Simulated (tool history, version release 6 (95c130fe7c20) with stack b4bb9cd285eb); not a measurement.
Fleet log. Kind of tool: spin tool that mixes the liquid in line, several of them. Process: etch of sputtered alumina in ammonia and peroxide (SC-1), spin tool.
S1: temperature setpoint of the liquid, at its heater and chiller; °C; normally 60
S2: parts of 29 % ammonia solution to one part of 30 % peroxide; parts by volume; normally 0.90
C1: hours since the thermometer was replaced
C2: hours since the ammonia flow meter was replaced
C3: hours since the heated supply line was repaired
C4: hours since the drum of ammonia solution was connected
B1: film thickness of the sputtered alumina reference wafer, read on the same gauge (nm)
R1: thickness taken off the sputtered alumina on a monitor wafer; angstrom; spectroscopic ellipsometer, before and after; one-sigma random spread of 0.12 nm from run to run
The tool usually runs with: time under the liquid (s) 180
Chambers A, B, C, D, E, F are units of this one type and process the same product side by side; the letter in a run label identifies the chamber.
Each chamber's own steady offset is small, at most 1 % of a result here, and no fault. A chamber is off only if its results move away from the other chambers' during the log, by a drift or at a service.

Run 1A, hour 3.8: usual settings; C1 440.2; C2 171.0; C3 238.7; C4 41.3; B1 50.003. Result: R1 169.49 angstrom.
At hour 5.7: chamber F: heated supply line repaired.
Run 2D, hour 6.8: usual settings; C1 1055.3; C2 167.2; C3 2098.7; C4 296.7; B1 49.967. Result: R1 173.88 angstrom.
Run 3C, hour 11.6: usual settings; C1 1196.2; C2 972.1; C3 63.5; C4 901.5; B1 50.006. Result: R1 166.76 angstrom.
Run 4F, hour 15.6: usual settings; C1 662.3; C2 676.4; C3 9.9; C4 421.6; B1 49.994. Result: R1 168.75 angstrom.
At hour 16.4: chamber C: ammonia flow meter replaced.
Run 5B, hour 19.0: usual settings but S1 69 °C, time under the liquid (s) 230; C1 152.8; C2 443.3; C3 291.6; C4 291.0; B1 50.028. Result: R1 338.63 angstrom.
Run 6E, hour 24.9: usual settings but S1 69 °C, time under the liquid (s) 230; C1 2024.2; C2 49.4; C3 303.6; C4 57.9; B1 50.002. Result: R1 335.21 angstrom.
Run 7B, hour 28.7: usual settings but S1 69 °C, time under the liquid (s) 230; C1 162.5; C2 453.0; C3 301.3; C4 300.7; B1 49.996. Result: R1 341.10 angstrom.
Run 8E, hour 34.3: usual settings but S1 69 °C, time under the liquid (s) 230; C1 2033.6; C2 58.8; C3 313.0; C4 67.3; B1 49.984. Result: R1 339.39 angstrom.
Run 9D, hour 37.6: usual settings but S1 69 °C, time under the liquid (s) 230; C1 1086.1; C2 198.0; C3 2129.5; C4 327.5; B1 50.012. Result: R1 341.24 angstrom.
Run 10F, hour 42.4: usual settings but S1 69 °C, time under the liquid (s) 230; C1 689.1; C2 703.2; C3 36.7; C4 448.4; B1 50.011. Result: R1 341.94 angstrom.
Run 11C, hour 45.2: usual settings but S1 54 °C, time under the liquid (s) 270; C1 1229.8; C2 28.9; C3 97.1; C4 935.1; B1 50.014. Result: R1 186.63 angstrom.
Run 12A, hour 49.3: usual settings but S1 54 °C, time under the liquid (s) 270; C1 485.7; C2 216.5; C3 284.2; C4 86.8; B1 49.986. Result: R1 185.52 angstrom.
Run 13D, hour 54.1: usual settings but S1 54 °C, time under the liquid (s) 270; C1 1102.6; C2 214.5; C3 2146.0; C4 344.0; B1 50.046. Result: R1 189.09 angstrom.
Run 14B, hour 57.6: usual settings but S1 54 °C, time under the liquid (s) 270; C1 191.4; C2 481.9; C3 330.2; C4 329.6; B1 49.983. Result: R1 186.58 angstrom.
Run 15A, hour 60.3: usual settings but S1 54 °C, time under the liquid (s) 270; C1 496.7; C2 227.5; C3 295.2; C4 97.8; B1 49.984. Result: R1 184.47 angstrom.
Run 16C, hour 65.1: usual settings but S1 54 °C, time under the liquid (s) 270; C1 1249.7; C2 48.8; C3 117.0; C4 955.0; B1 49.986. Result: R1 185.02 angstrom.
Run 17E, hour 70.5: usual settings; C1 2069.8; C2 95.0; C3 349.2; C4 103.5; B1 50.006. Result: R1 169.59 angstrom.
Run 18F, hour 74.0: usual settings; C1 720.7; C2 734.8; C3 68.3; C4 480.0; B1 49.988. Result: R1 169.61 angstrom.
Run 19A, hour 77.7: usual settings but S2 0.60 parts by volume; C1 514.1; C2 244.9; C3 312.6; C4 115.2; B1 49.983. Result: R1 162.76 angstrom.
Run 20F, hour 80.9: usual settings but S2 0.60 parts by volume; C1 727.6; C2 741.7; C3 75.2; C4 486.9; B1 49.985. Result: R1 164.53 angstrom.
Run 21E, hour 85.1: usual settings but S2 0.60 parts by volume; C1 2084.4; C2 109.6; C3 363.8; C4 118.1; B1 49.992. Result: R1 162.06 angstrom.
Run 22C, hour 90.6: usual settings but S2 0.60 parts by volume; C1 1275.2; C2 74.3; C3 142.5; C4 980.5; B1 49.984. Result: R1 165.18 angstrom.
Run 23D, hour 95.9: usual settings but S2 0.60 parts by volume; C1 1144.4; C2 256.3; C3 2187.8; C4 385.8; B1 49.985. Result: R1 166.52 angstrom.
Run 24B, hour 99.5: usual settings but S2 0.60 parts by volume; C1 233.3; C2 523.8; C3 372.1; C4 371.5; B1 49.990. Result: R1 164.85 angstrom.
Run 25C, hour 104.1: usual settings; C1 1288.7; C2 87.8; C3 156.0; C4 994.0; B1 49.974. Result: R1 173.90 angstrom.
Run 26B, hour 108.3: usual settings; C1 242.1; C2 532.6; C3 380.9; C4 380.3; B1 49.993. Result: R1 169.13 angstrom.
Run 27E, hour 112.0: usual settings; C1 2111.3; C2 136.5; C3 390.7; C4 145.0; B1 50.002. Result: R1 168.33 angstrom.
Run 28F, hour 116.5: usual settings; C1 763.2; C2 777.3; C3 110.8; C4 522.5; B1 49.983. Result: R1 172.39 angstrom.
Run 29A, hour 120.5: usual settings; C1 556.9; C2 287.7; C3 355.4; C4 158.0; B1 49.984. Result: R1 171.02 angstrom.
Run 30D, hour 125.7: usual settings but S2 1.15 parts by volume, time under the liquid (s) 275; C1 1174.2; C2 286.1; C3 2217.6; C4 415.6; B1 49.966. Result: R1 271.17 angstrom.
Run 31A, hour 131.3: usual settings but S2 1.15 parts by volume, time under the liquid (s) 275; C1 567.7; C2 298.5; C3 366.2; C4 168.8; B1 49.996. Result: R1 265.92 angstrom.
Run 32D, hour 136.9: usual settings but S2 1.15 parts by volume, time under the liquid (s) 275; C1 1185.4; C2 297.3; C3 2228.8; C4 426.8; B1 49.995. Result: R1 266.36 angstrom.
Run 33E, hour 142.8: usual settings but S2 1.15 parts by volume, time under the liquid (s) 275; C1 2142.1; C2 167.3; C3 421.5; C4 175.8; B1 50.014. Result: R1 267.57 angstrom.
Run 34C, hour 145.6: usual settings but S2 1.15 parts by volume, time under the liquid (s) 275; C1 1330.2; C2 129.3; C3 197.5; C4 1035.5; B1 50.015. Result: R1 277.10 angstrom.
Run 35B, hour 148.4: usual settings but S2 1.15 parts by volume, time under the liquid (s) 275; C1 282.2; C2 572.7; C3 421.0; C4 420.4; B1 50.039. Result: R1 264.63 angstrom.
Run 36F, hour 152.8: usual settings; C1 799.5; C2 813.6; C3 147.1; C4 558.8; B1 49.973. Result: R1 169.96 angstrom.
Run 37B, hour 158.5: usual settings; C1 292.3; C2 582.8; C3 431.1; C4 430.5; B1 49.977. Result: R1 168.74 angstrom.
Run 38D, hour 161.4: usual settings; C1 1209.9; C2 321.8; C3 2253.3; C4 451.3; B1 50.010. Result: R1 170.50 angstrom.
Run 39F, hour 166.1: usual settings; C1 812.8; C2 826.9; C3 160.4; C4 572.1; B1 49.974. Result: R1 168.82 angstrom.
Run 40E, hour 170.3: usual settings; C1 2169.6; C2 194.8; C3 449.0; C4 203.3; B1 49.995. Result: R1 168.80 angstrom.
Run 41C, hour 174.8: usual settings; C1 1359.4; C2 158.5; C3 226.7; C4 1064.7; B1 49.990. Result: R1 180.11 angstrom.

Next, all 6 chambers run the settings below, one line each with question marks for the results. What does each chamber give?
Run 42A, hour 179.0: usual settings but S2 0.65 parts by volume. Result: R1 ?.
Run 42B, hour 179.0: usual settings but S2 0.65 parts by volume. Result: R1 ?.
Run 42C, hour 179.0: usual settings but S2 0.65 parts by volume. Result: R1 ?.
Run 42D, hour 179.0: usual settings but S2 0.65 parts by volume. Result: R1 ?.
Run 42E, hour 179.0: usual settings but S2 0.65 parts by volume. Result: R1 ?.
Run 42F, hour 179.0: usual settings but S2 0.65 parts by volume. Result: R1 ?.

run      R1
42A  165.88
42B  162.94
42C  176.50
42D  166.11
42E  165.26
42F  166.37
